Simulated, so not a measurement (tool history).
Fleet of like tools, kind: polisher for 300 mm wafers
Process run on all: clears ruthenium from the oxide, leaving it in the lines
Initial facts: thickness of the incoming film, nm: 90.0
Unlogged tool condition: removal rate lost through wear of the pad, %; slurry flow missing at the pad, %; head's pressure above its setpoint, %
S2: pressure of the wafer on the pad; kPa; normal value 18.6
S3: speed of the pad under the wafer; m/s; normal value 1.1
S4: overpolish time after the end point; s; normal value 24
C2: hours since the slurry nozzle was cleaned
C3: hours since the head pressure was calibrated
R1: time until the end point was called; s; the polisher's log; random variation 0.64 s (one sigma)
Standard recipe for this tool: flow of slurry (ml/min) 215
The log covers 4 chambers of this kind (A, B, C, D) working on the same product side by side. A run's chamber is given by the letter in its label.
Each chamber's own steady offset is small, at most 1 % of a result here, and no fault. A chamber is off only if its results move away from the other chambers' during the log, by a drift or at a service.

run 1A hour=6.6 | flow_of_slurry_(ml/min)=215 S2=18.6 S3=1.1 S4=24 | wafers_polished_on_this_pad=839 C2=98.1 C3=338.3 | R1=46.971
run 2C hour=15 | flow_of_slurry_(ml/min)=215 S2=18.6 S3=1.1 S4=24 | wafers_polished_on_this_pad=1028 C2=453.4 C3=316.2 | R1=46.648
run 3D hour=29.4 | flow_of_slurry_(ml/min)=215 S2=18.6 S3=1.1 S4=24 | wafers_polished_on_this_pad=597 C2=473.4 C3=1020.3 | R1=47.973
-- hour=39.3 chamber A: worn pad replaced by a new one
run 4B hour=40.3 | flow_of_slurry_(ml/min)=215 S2=18.6 S3=1.1 S4=24 | wafers_polished_on_this_pad=546 C2=592.6 C3=1156.3 | R1=47.336
-- hour=40.6 chamber C: head pressure recalibrated
run 5D hour=51 | flow_of_slurry_(ml/min)=215 S2=18.6 S3=1.1 S4=24 | wafers_polished_on_this_pad=835 C2=495 C3=1041.9 | R1=47.216
-- hour=58.3 chamber D: worn pad replaced by a new one
-- hour=59.4 chamber C: worn pad replaced by a new one
run 6A hour=59.7 | flow_of_slurry_(ml/min)=215 S2=18.6 S3=1.1 S4=24 | wafers_polished_on_this_pad=226 C2=151.2 C3=391.4 | R1=46.571
run 7C hour=70.6 | flow_of_slurry_(ml/min)=215 S2=18.6 S3=1.1 S4=24 | wafers_polished_on_this_pad=124 C2=509 C3=30.1 | R1=46.1
run 8B hour=79.1 | flow_of_slurry_(ml/min)=215 S2=18.6 S3=1.1 S4=24 | wafers_polished_on_this_pad=974 C2=631.4 C3=1195.1 | R1=47.06
run 9D hour=86.1 | flow_of_slurry_(ml/min)=285 S2=18.6 S3=1.32 S4=24 | wafers_polished_on_this_pad=307 C2=530.1 C3=1077 | R1=38.445
-- hour=91 chamber B: worn pad replaced by a new one
run 10B hour=93 | flow_of_slurry_(ml/min)=285 S2=18.6 S3=1.32 S4=24 | wafers_polished_on_this_pad=22 C2=645.3 C3=1209 | R1=37.555
run 11C hour=100 | flow_of_slurry_(ml/min)=285 S2=18.6 S3=1.32 S4=24 | wafers_polished_on_this_pad=448 C2=538.4 C3=59.5 | R1=38.052
-- hour=100.3 chamber D: slurry nozzle cleaned
run 12A hour=107.2 | flow_of_slurry_(ml/min)=285 S2=18.6 S3=1.32 S4=24 | wafers_polished_on_this_pad=750 C2=198.7 C3=438.9 | R1=38.327
run 13D hour=119.7 | flow_of_slurry_(ml/min)=215 S2=18.6 S3=1.1 S4=24 | wafers_polished_on_this_pad=678 C2=19.4 C3=1110.6 | R1=46.882
-- hour=122.6 chamber A: worn pad replaced by a new one
run 14C hour=132.6 | flow_of_slurry_(ml/min)=215 S2=18.6 S3=1.1 S4=24 | wafers_polished_on_this_pad=808 C2=571 C3=92.1 | R1=46.144
-- hour=136.4 chamber D: worn pad replaced by a new one
-- hour=139.5 chamber D: head pressure recalibrated
run 15A hour=139.8 | flow_of_slurry_(ml/min)=215 S2=18.6 S3=1.1 S4=24 | wafers_polished_on_this_pad=190 C2=231.3 C3=471.5 | R1=46.147
run 16B hour=150 | flow_of_slurry_(ml/min)=215 S2=18.6 S3=1.1 S4=24 | wafers_polished_on_this_pad=651 C2=702.3 C3=1266 | R1=47.506
-- hour=150.4 chamber A: slurry nozzle cleaned
-- hour=161.3 chamber B: slurry nozzle cleaned
run 17B hour=161.5 | flow_of_slurry_(ml/min)=215 S2=18.6 S3=1.1 S4=24 | wafers_polished_on_this_pad=778 C2=0.3 C3=1277.5 | R1=48.21
run 18C hour=168.6 | flow_of_slurry_(ml/min)=215 S2=18.6 S3=1.1 S4=24 | wafers_polished_on_this_pad=1206 C2=607 C3=128.1 | R1=46.375
run 19A hour=180.9 | flow_of_slurry_(ml/min)=215 S2=22.1 S3=1.1 S4=24 | wafers_polished_on_this_pad=643 C2=30.6 C3=512.6 | R1=39.951
-- hour=184.8 chamber C: slurry nozzle cleaned
run 20D hour=192.8 | flow_of_slurry_(ml/min)=215 S2=22.1 S3=1.1 S4=24 | wafers_polished_on_this_pad=623 C2=92.5 C3=53.3 | R1=39.744
-- hour=203.5 chamber C: worn pad replaced by a new one
-- hour=204.2 chamber B: worn pad replaced by a new one
run 21B hour=205.2 | flow_of_slurry_(ml/min)=215 S2=22.1 S3=1.1 S4=24 | wafers_polished_on_this_pad=11 C2=44 C3=1321.2 | R1=39.054
run 22D hour=216.9 | flow_of_slurry_(ml/min)=215 S2=22.1 S3=1.1 S4=24 | wafers_polished_on_this_pad=889 C2=116.6 C3=77.4 | R1=40.02
-- hour=220.5 chamber A: worn pad replaced by a new one
-- hour=224.9 chamber D: worn pad replaced by a new one
run 23A hour=226.7 | flow_of_slurry_(ml/min)=215 S2=18.6 S3=1.1 S4=24 | wafers_polished_on_this_pad=68 C2=76.4 C3=558.4 | R1=47.453
-- hour=230.6 chamber A: head pressure recalibrated
run 24C hour=234.3 | flow_of_slurry_(ml/min)=215 S2=18.6 S3=1.1 S4=24 | wafers_polished_on_this_pad=340 C2=49.6 C3=193.8 | R1=46.685
run 25A hour=248 | flow_of_slurry_(ml/min)=215 S2=18.6 S3=1.1 S4=24 | wafers_polished_on_this_pad=303 C2=97.7 C3=17.5 | R1=45.665
run 26C hour=254.5 | flow_of_slurry_(ml/min)=215 S2=18.6 S3=1.1 S4=24 | wafers_polished_on_this_pad=563 C2=69.8 C3=214 | R1=47.172
-- hour=260.2 chamber B: head pressure recalibrated
run 27D hour=261 | flow_of_slurry_(ml/min)=215 S2=18.6 S3=1.1 S4=24 | wafers_polished_on_this_pad=398 C2=160.7 C3=121.5 | R1=46.57
run 28B hour=269.3 | flow_of_slurry_(ml/min)=215 S2=18.6 S3=0.74 S4=24 | wafers_polished_on_this_pad=719 C2=108.1 C3=9.2 | R1=69.673
run 29D hour=277.2 | flow_of_slurry_(ml/min)=215 S2=18.6 S3=0.74 S4=24 | wafers_polished_on_this_pad=577 C2=176.9 C3=137.7 | R1=70.252
run 30B hour=286.9 | flow_of_slurry_(ml/min)=215 S2=18.6 S3=0.74 S4=24 | wafers_polished_on_this_pad=913 C2=125.7 C3=26.8 | R1=69.502
-- hour=290.9 chamber B: worn pad replaced by a new one
run 31C hour=299.1 | flow_of_slurry_(ml/min)=215 S2=18.6 S3=0.74 S4=24 | wafers_polished_on_this_pad=1055 C2=114.4 C3=258.6 | R1=71.63
run 32A hour=306.3 | flow_of_slurry_(ml/min)=215 S2=18.6 S3=1.1 S4=24 | wafers_polished_on_this_pad=947 C2=156 C3=75.8 | R1=47.149
-- hour=308.1 chamber A: worn pad replaced by a new one
run 33A hour=316.4 | flow_of_slurry_(ml/min)=215 S2=18.6 S3=1.1 S4=24 | wafers_polished_on_this_pad=92 C2=166.1 C3=85.9 | R1=46.39
-- hour=318.3 chamber D: worn pad replaced by a new one
run 34D hour=324.9 | flow_of_slurry_(ml/min)=215 S2=13.1 S3=1.42 S4=24 | wafers_polished_on_this_pad=73 C2=224.6 C3=185.4 | R1=52.102
-- hour=331.7 chamber C: worn pad replaced by a new one
run 35B hour=335.9 | flow_of_slurry_(ml/min)=215 S2=13.1 S3=1.42 S4=24 | wafers_polished_on_this_pad=497 C2=174.7 C3=75.8 | R1=50.624
run 36C hour=350.1 | flow_of_slurry_(ml/min)=215 S2=13.1 S3=1.42 S4=24 | wafers_polished_on_this_pad=203 C2=165.4 C3=309.6 | R1=51.184
run 37D hour=358.1 | flow_of_slurry_(ml/min)=215 S2=13.1 S3=1.42 S4=24 | wafers_polished_on_this_pad=440 C2=257.8 C3=218.6 | R1=52.337
run 38A hour=365.3 | flow_of_slurry_(ml/min)=215 S2=18.6 S3=1.1 S4=24 | wafers_polished_on_this_pad=631 C2=215 C3=134.8 | R1=46.771
run 39C hour=373.1 | flow_of_slurry_(ml/min)=215 S2=18.6 S3=1.1 S4=24 | wafers_polished_on_this_pad=457 C2=188.4 C3=332.6 | R1=46.913
run 40B hour=381 | flow_of_slurry_(ml/min)=265 S2=18.6 S3=1.1 S4=24 | wafers_polished_on_this_pad=994 C2=219.8 C3=120.9 | R1=45.972
-- hour=383.4 chamber B: worn pad replaced by a new one
run 41C hour=388.1 | flow_of_slurry_(ml/min)=265 S2=18.6 S3=1.1 S4=24 | wafers_polished_on_this_pad=623 C2=203.4 C3=347.6 | R1=44.839
-- hour=396.5 chamber D: worn pad replaced by a new one
run 42D hour=397.3 | flow_of_slurry_(ml/min)=265 S2=18.6 S3=1.1 S4=24 | wafers_polished_on_this_pad=9 C2=297 C3=257.8 | R1=45.4
-- hour=404.3 chamber A: slurry nozzle cleaned
run 43A hour=408.7 | flow_of_slurry_(ml/min)=265 S2=18.6 S3=1.1 S4=24 | wafers_polished_on_this_pad=1110 C2=4.5 C3=178.2 | R1=45.708
run 44B hour=418.3 | flow_of_slurry_(ml/min)=215 S2=18.6 S3=1.1 S4=24 | wafers_polished_on_this_pad=385 C2=257.1 C3=158.2 | R1=48.311

All chambers now run identical settings, listed one chamber a line with results as question marks. What results will each chamber show?
run 45A hour=428.9 | flow_of_slurry_(ml/min)=215 S2=18.6 S3=1.1 S4=24 | R1=?
run 45B hour=428.9 | flow_of_slurry_(ml/min)=215 S2=18.6 S3=1.1 S4=24 | R1=?
run 45C hour=428.9 | flow_of_slurry_(ml/min)=215 S2=18.6 S3=1.1 S4=24 | R1=?
run 45D hour=428.9 | flow_of_slurry_(ml/min)=215 S2=18.6 S3=1.1 S4=24 | R1=?

run=45A R1=47.618
run=45B R1=46.296
run=45C R1=45.967
run=45D R1=46.997
